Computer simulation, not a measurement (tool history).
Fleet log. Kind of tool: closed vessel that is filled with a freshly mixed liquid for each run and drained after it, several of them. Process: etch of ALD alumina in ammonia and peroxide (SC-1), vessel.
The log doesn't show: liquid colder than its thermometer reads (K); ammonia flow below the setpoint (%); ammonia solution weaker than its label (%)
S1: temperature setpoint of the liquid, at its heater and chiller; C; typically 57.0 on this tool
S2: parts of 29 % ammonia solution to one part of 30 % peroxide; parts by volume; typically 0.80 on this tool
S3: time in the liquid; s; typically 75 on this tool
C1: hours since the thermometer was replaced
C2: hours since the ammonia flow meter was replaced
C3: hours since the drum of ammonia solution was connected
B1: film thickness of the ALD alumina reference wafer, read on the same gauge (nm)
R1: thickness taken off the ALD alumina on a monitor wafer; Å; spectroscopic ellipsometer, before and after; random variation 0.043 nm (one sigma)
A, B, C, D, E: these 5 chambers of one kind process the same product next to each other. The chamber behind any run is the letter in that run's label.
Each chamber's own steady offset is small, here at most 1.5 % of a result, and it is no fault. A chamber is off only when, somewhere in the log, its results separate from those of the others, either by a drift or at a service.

run 1E day=0.196 | S1=57.0 S2=0.80 S3=75 | C1=821.2 C2=661.3 C3=62.7 | B1=39.974 | R1=45.938
run 2B day=0.367 | S1=57.0 S2=0.80 S3=75 | C1=1637.2 C2=967.7 C3=202.3 | B1=40.003 | R1=46.345
run 3D day=0.596 | S1=57.0 S2=0.80 S3=75 | C1=1518.9 C2=503.0 C3=745.1 | B1=39.970 | R1=45.284
run 4A day=0.762 | S1=57.0 S2=0.80 S3=75 | C1=216.8 C2=517.3 C3=679.5 | B1=40.017 | R1=44.832
run 5C day=1.042 | S1=57.0 S2=0.80 S3=75 | C1=232.6 C2=695.4 C3=35.7 | B1=39.994 | R1=45.953
run 6C day=1.308 | S1=50.5 S2=1.05 S3=75 | C1=239.0 C2=701.8 C3=42.1 | B1=40.008 | R1=33.227
run 7A day=1.621 | S1=50.5 S2=1.05 S3=75 | C1=237.4 C2=537.9 C3=700.1 | B1=39.966 | R1=32.512
run 8E day=1.796 | S1=50.5 S2=1.05 S3=75 | C1=859.6 C2=699.7 C3=101.1 | B1=40.020 | R1=33.299
run 9B day=2.104 | S1=50.5 S2=1.05 S3=75 | C1=1678.9 C2=1009.4 C3=244.0 | B1=39.973 | R1=32.841
run 10D day=2.425 | S1=50.5 S2=1.05 S3=75 | C1=1562.8 C2=546.9 C3=789.0 | B1=40.004 | R1=32.250
-- day=2.554 chamber D: ammonia flow meter replaced
run 11A day=2.729 | S1=57.0 S2=0.80 S3=75 | C1=264.0 C2=564.5 C3=726.7 | B1=39.966 | R1=45.047
run 12B day=2.896 | S1=57.0 S2=1.00 S3=40 | C1=1697.9 C2=1028.4 C3=263.0 | B1=40.004 | R1=25.379
run 13E day=3.250 | S1=57.0 S2=1.00 S3=40 | C1=894.5 C2=734.6 C3=136.0 | B1=40.012 | R1=25.196
run 14D day=3.542 | S1=57.0 S2=1.00 S3=40 | C1=1589.6 C2=23.8 C3=815.8 | B1=40.011 | R1=23.880
run 15C day=3.762 | S1=57.0 S2=1.00 S3=40 | C1=297.9 C2=760.7 C3=101.0 | B1=40.043 | R1=25.035
-- day=3.929 chamber B: thermometer replaced
run 16E day=4.062 | S1=57.0 S2=1.00 S3=40 | C1=914.0 C2=754.1 C3=155.5 | B1=39.999 | R1=24.874
-- day=4.133 chamber A: new drum of ammonia solution connected
run 17A day=4.304 | S1=57.0 S2=0.80 S3=75 | C1=301.8 C2=602.3 C3=4.2 | B1=40.001 | R1=46.010
run 18B day=4.662 | S1=57.0 S2=0.80 S3=75 | C1=17.6 C2=1070.8 C3=305.4 | B1=39.979 | R1=45.396
run 19D day=4.967 | S1=57.0 S2=0.80 S3=75 | C1=1623.8 C2=58.0 C3=850.0 | B1=40.019 | R1=43.358
run 20C day=5.204 | S1=57.0 S2=0.80 S3=75 | C1=332.5 C2=795.3 C3=135.6 | B1=40.052 | R1=45.473
run 21E day=5.575 | S1=57.0 S2=0.80 S3=75 | C1=950.3 C2=790.4 C3=191.8 | B1=39.990 | R1=45.445
run 22B day=5.908 | S1=57.0 S2=0.80 S3=75 | C1=47.5 C2=1100.7 C3=335.3 | B1=39.999 | R1=46.033
-- day=6.138 chamber E: ammonia flow meter replaced
run 23D day=6.217 | S1=57.0 S2=0.80 S3=75 | C1=1653.8 C2=88.0 C3=880.0 | B1=40.008 | R1=42.244
run 24A day=6.458 | S1=57.0 S2=0.80 S3=75 | C1=353.5 C2=654.0 C3=55.9 | B1=40.042 | R1=45.133
run 25C day=6.721 | S1=57.0 S2=0.80 S3=75 | C1=368.9 C2=831.7 C3=172.0 | B1=40.042 | R1=45.205
run 26E day=7.029 | S1=51.5 S2=0.80 S3=45 | C1=985.2 C2=21.5 C3=226.7 | B1=39.964 | R1=20.506
run 27C day=7.246 | S1=51.5 S2=0.80 S3=45 | C1=381.5 C2=844.3 C3=184.6 | B1=40.058 | R1=20.479
run 28A day=7.442 | S1=51.5 S2=0.80 S3=45 | C1=377.1 C2=677.6 C3=79.5 | B1=39.994 | R1=20.246
run 29D day=7.733 | S1=51.5 S2=0.80 S3=45 | C1=1690.2 C2=124.4 C3=916.4 | B1=40.014 | R1=18.285
run 30B day=8.058 | S1=51.5 S2=0.80 S3=45 | C1=99.1 C2=1152.3 C3=386.9 | B1=39.994 | R1=20.436
run 31B day=8.283 | S1=57.0 S2=0.80 S3=75 | C1=104.5 C2=1157.7 C3=392.3 | B1=40.072 | R1=45.992
run 32C day=8.583 | S1=52.0 S2=1.00 S3=75 | C1=413.6 C2=876.4 C3=216.7 | B1=40.011 | R1=36.145

Has any chamber moved away from the others, gradually or after a service, or does the common gauge drift, or do the chambers differ only by their own small steady offsets? State the chamber and the most likely cause if one applies.

One chamber, D, drifts off from the rest bit by bit.
Most likely cause: liquid colder than its thermometer reads (K) = 2.26.

Here are 4 candidates for chamber D's next run, each the usual settings with a change, their results left as question marks. Which one brings its results back in line with what the others give on the usual settings?
Maximum distance from the other chambers' mean on the usual settings for a result to count as in line: R1 1.500 Å
run 33D-1 day=8.846 | S1=56.0 S2=0.80 S3=70 | R1=?
run 33D-2 day=8.846 | S1=59.5 S2=0.80 S3=75 | R1=?
run 33D-3 day=8.846 | S1=58.0 S2=0.80 S3=75 | R1=?
run 33D-4 day=8.846 | S1=56.0 S2=0.80 S3=75 | R1=?

On the usual settings, the other chambers give on average: R1 45.720 Å
run=33D-1 R1=35.659
run=33D-2 R1=45.905
run=33D-3 R1=42.470
run=33D-4 R1=38.206
33D-2 brings the chamber back in line.

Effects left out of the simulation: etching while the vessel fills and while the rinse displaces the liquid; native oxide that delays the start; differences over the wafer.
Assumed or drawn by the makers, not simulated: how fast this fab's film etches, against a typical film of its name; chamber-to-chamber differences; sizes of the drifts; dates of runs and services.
